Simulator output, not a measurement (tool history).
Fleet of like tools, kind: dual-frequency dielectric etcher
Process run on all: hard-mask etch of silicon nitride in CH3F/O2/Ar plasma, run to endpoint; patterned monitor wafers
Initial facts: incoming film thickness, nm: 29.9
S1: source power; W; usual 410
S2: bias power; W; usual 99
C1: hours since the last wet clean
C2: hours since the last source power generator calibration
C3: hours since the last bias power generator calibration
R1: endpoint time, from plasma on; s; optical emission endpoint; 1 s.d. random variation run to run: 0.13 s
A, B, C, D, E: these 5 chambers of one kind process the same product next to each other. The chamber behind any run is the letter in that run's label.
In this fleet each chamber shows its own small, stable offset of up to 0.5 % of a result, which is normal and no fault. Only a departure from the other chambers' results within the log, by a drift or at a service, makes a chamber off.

run,day,S1,S2,C1,C2,C3,R1
1B,0.079,410,99,479.7,3024.5,3469.4,38.156
2C,0.233,410,99,130.7,702.7,75.2,38.251
3D,0.383,410,99,234,3247.7,1169.9,38.44
4A,0.508,410,99,66.1,5108.1,2067.9,38.077
5E,0.596,410,99,212,574.6,622.2,38.015
6E,0.688,410,99,214.2,576.8,624.4,38.036
7D,0.796,410,99,243.9,3257.6,1179.8,38.382
8A,0.929,410,99,76.2,5118.2,2078,38.367
9B,1.017,350,99,502.2,3047,3491.9,40.184
10C,1.125,350,99,152.1,724.1,96.6,40.437
11D,1.271,350,99,255.3,3269,1191.2,40.719
12E,1.35,350,99,230.1,592.7,640.3,40.676
13B,1.508,350,99,514,3058.8,3503.7,40.719
14A,1.671,410,99,94,5136,2095.8,38.037
15C,1.8,490,109,168.3,740.3,112.8,34.339
16E,1.954,490,109,244.6,607.2,654.8,34.458
17B,2.117,490,109,528.6,3073.4,3518.3,34.597
18A,2.196,490,109,106.6,5148.6,2108.4,34.561
19D,2.367,490,109,281.6,3295.3,1217.5,34.73
# day 2.508: chamber B: wet clean of the chamber
20C,2.533,410,99,185.9,757.9,130.4,38.332
21A,2.704,410,99,118.8,5160.8,2120.6,38.182
22B,2.792,410,99,6.9,3089.6,3534.5,38.237
23C,2.946,330,99,195.8,767.8,140.3,41.425
24E,3.071,330,99,271.4,634,681.6,40.619
25D,3.217,330,99,302,3315.7,1237.9,41.687
26B,3.321,330,99,19.6,3102.3,3547.2,41.453
27C,3.442,330,99,207.7,779.7,152.2,41.484
28E,3.55,410,99,282.9,645.5,693.1,37.618
29A,3.629,410,99,141,5183,2142.8,38.256
30D,3.75,410,99,314.8,3328.5,1250.7,38.443
31B,3.829,410,99,31.8,3114.5,3559.4,38.487
32E,3.912,410,99,291.6,654.2,701.8,37.432
33C,4.033,340,90,221.9,793.9,166.4,42.393
34D,4.171,340,90,324.9,3338.6,1260.8,42.508
35A,4.292,340,90,156.9,5198.9,2158.7,42.446
36C,4.383,340,90,230.3,802.3,174.8,42.396
37A,4.504,340,90,162,5204,2163.8,42.622
38D,4.6,410,99,335.2,3348.9,1271.1,38.139
39B,4.754,410,91,54,3136.7,3581.6,39.382

All chambers now run identical settings, listed one chamber a line with results as question marks. What results will each chamber show?
40A,4.879,410,99,,,,?
40B,4.879,410,99,,,,?
40C,4.879,410,99,,,,?
40D,4.879,410,99,,,,?
40E,4.879,410,99,,,,?

run,R1
40A,38.142
40B,38.4
40C,38.062
40D,38.597
40E,37.185
